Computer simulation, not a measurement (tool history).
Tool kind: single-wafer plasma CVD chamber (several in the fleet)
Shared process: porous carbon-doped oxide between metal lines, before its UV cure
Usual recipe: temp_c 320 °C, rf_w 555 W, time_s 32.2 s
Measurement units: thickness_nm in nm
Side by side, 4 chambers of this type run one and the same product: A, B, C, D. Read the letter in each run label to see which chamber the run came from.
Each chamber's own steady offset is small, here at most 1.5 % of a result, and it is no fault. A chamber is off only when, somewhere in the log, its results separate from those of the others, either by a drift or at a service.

run   hour  temp_c  rf_w  time_s  read-back reference wafer on the same gauge, thickness_nm  thickness_nm
 1A   14.9     320   555    32.2                                                     180.01        165.03
 2B   31.1     320   555    32.2                                                     179.99        167.36
 3D   44.8     320   555    32.2                                                     180.01        167.32
 4C   52.9     320   555    32.2                                                     179.97        164.95
 5A   60.3     320   555    32.2                                                     179.83        166.44
      75.9  -- chamber C: thermocouple changed; heater temperature recalibrated
 6D   76.4     320   555    32.2                                                     179.87        167.72
 7C   84.1     320   555    32.2                                                     179.77        164.34
 8B  100.7     320   555    32.2                                                     179.95        167.74
 9A  112.4     320   555    32.2                                                     179.97        166.69
10B  122.4     320   555    32.2                                                     180.10        166.68
11C  132.5     320   555    32.2                                                     180.06        164.81
12D  146.5     313   555    37.9                                                     179.90        202.29
13D  159.1     313   555    37.9                                                     179.98        203.89
14B  167.4     313   555    37.9                                                     179.97        203.17
15A  182.2     313   555    37.9                                                     180.00        203.31
16C  189.3     320   555    32.2                                                     179.95        164.08
17A  202.1     320   555    32.2                                                     180.10        167.58
18D  209.6     320   555    32.2                                                     179.82        168.02
19B  218.9     320   555    32.2                                                     180.06        168.17
     225.0  -- chamber B: thermocouple changed; heater temperature recalibrated
20C  227.2     320   555    32.2                                                     179.92        164.43
21D  234.9     320   555    32.2                                                     180.02        167.19
22C  248.1     320   555    32.2                                                     179.95        164.76
23B  262.6     320   660    32.2                                                     180.11        187.04
24A  270.6     320   660    32.2                                                     180.06        188.53

Is one chamber out of step, is the gauge drifting, or do the chambers differ by no more than their own small offsets? For an off chamber, give its letter and the likeliest cause.

One chamber, A, drifts off from the rest bit by bit.
Cause: wafer temperature below the value expected at the setpoint (K) = 3.44.

Chamber A could run next with any of the 4 candidate recipes listed below; each alters the usual settings, and their results appear as question marks. Which one brings its results back in line with what the other chambers deliver on the usual settings?
Counts as in line when no further than this from what the other chambers average on the usual settings: thickness_nm 1.80 nm
25A-1  282.6     314   555    32.2                                                                        ?
25A-2  282.6     320   555    31.8                                                                        ?
25A-3  282.6     321   550    31.6                                                                        ?
25A-4  282.6     320   560    32.5                                                                        ?

Other chambers, usual settings, mean: thickness_nm 166.55 nm
  run  thickness_nm
25A-1        174.45
25A-2        166.94
25A-3        164.08
25A-4        171.52
It is 25A-2 that realigns the chamber with its peers.

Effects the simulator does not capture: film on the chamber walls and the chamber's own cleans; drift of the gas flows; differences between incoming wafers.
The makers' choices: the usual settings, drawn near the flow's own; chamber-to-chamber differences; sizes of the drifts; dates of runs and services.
